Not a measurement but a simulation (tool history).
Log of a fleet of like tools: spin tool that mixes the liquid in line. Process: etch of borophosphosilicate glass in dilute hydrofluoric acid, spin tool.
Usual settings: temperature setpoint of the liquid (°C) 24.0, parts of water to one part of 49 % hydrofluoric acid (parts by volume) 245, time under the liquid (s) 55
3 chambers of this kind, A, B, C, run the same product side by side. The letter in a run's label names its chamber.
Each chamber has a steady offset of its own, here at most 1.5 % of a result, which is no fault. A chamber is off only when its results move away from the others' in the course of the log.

| run | hour | temperature setpoint of the liquid (°C) | parts of water to one part of 49 % hydrofluoric acid (parts by volume) | time under the liquid (s) | hours since the thermometer was replaced | hours since the hydrofluoric acid flow meter was replaced | read-back film thickness of the borophosphosilicate glass reference wafer, read on the same gauge (nm) | thickness taken off the borophosphosilicate glass on a monitor wafer (nm) |
|---|---|---|---|---|---|---|---|---|
| 1B | 9.4 | 24.0 | 245 | 55 | 46.0 | 228.1 | 109.99 | 6.9552 |
|  | 10.6 | chamber C: thermometer replaced |
| 2A | 17.8 | 24.0 | 245 | 55 | 573.3 | 1025.9 | 110.01 | 6.9053 |
| 3C | 27.9 | 24.0 | 245 | 55 | 17.4 | 514.6 | 110.00 | 6.7722 |
| 4A | 36.6 | 24.0 | 245 | 55 | 592.1 | 1044.7 | 110.01 | 6.9434 |
| 5B | 48.2 | 24.0 | 245 | 55 | 84.8 | 266.9 | 109.98 | 6.8217 |
| 6C | 59.6 | 21.5 | 245 | 55 | 49.1 | 546.3 | 110.04 | 6.1647 |
| 7B | 67.9 | 21.5 | 245 | 55 | 104.5 | 286.6 | 109.99 | 6.2172 |
| 8C | 76.6 | 21.5 | 245 | 55 | 66.1 | 563.3 | 110.02 | 6.1623 |
| 9A | 84.6 | 28.5 | 170 | 55 | 640.1 | 1092.7 | 110.01 | 12.5780 |
| 10A | 95.7 | 28.5 | 170 | 55 | 651.2 | 1103.8 | 110.03 | 12.4710 |
| 11B | 105.6 | 28.5 | 170 | 55 | 142.2 | 324.3 | 110.00 | 12.6100 |
| 12C | 113.4 | 24.0 | 245 | 55 | 102.9 | 600.1 | 109.98 | 6.7050 |
| 13B | 121.6 | 24.0 | 245 | 55 | 158.2 | 340.3 | 109.99 | 6.8579 |
| 14A | 130.9 | 24.0 | 245 | 55 | 686.4 | 1139.0 | 110.00 | 6.6899 |
| 15C | 137.7 | 24.0 | 245 | 55 | 127.2 | 624.4 | 110.01 | 6.6854 |
| 16C | 142.9 | 24.0 | 245 | 55 | 132.4 | 629.6 | 109.99 | 6.7866 |
| 17A | 148.7 | 24.0 | 245 | 55 | 704.2 | 1156.8 | 109.99 | 6.5603 |
| 18B | 157.8 | 24.0 | 245 | 55 | 194.4 | 376.5 | 110.01 | 6.7738 |
| 19A | 163.5 | 24.0 | 245 | 55 | 719.0 | 1171.6 | 110.01 | 6.6281 |
| 20B | 172.8 | 26.0 | 245 | 70 | 209.4 | 391.5 | 109.99 | 9.3586 |
| 21C | 178.3 | 26.0 | 245 | 70 | 167.8 | 665.0 | 110.01 | 9.1989 |
| 22B | 189.4 | 26.0 | 245 | 70 | 226.0 | 408.1 | 110.01 | 9.3330 |
| 23C | 196.4 | 24.0 | 340 | 80 | 185.9 | 683.1 | 109.98 | 6.4949 |
| 24A | 205.6 | 24.0 | 340 | 80 | 761.1 | 1213.7 | 110.01 | 6.1399 |
| 25C | 214.1 | 24.0 | 340 | 80 | 203.6 | 700.8 | 109.98 | 6.4190 |
| 26A | 224.7 | 24.0 | 245 | 55 | 780.2 | 1232.8 | 110.01 | 6.4354 |

All 3 chambers run these settings next. Forecast each chamber's results:
| 27A | 232.9 | 24.0 | 245 | 55 |  |  |  | ? |
| 27B | 232.9 | 24.0 | 245 | 55 |  |  |  | ? |
| 27C | 232.9 | 24.0 | 245 | 55 |  |  |  | ? |

| run | thickness taken off the borophosphosilicate glass on a monitor wafer (nm) |
|---|---|
| 27A | 6.2454 |
| 27B | 6.8304 |
| 27C | 6.7868 |

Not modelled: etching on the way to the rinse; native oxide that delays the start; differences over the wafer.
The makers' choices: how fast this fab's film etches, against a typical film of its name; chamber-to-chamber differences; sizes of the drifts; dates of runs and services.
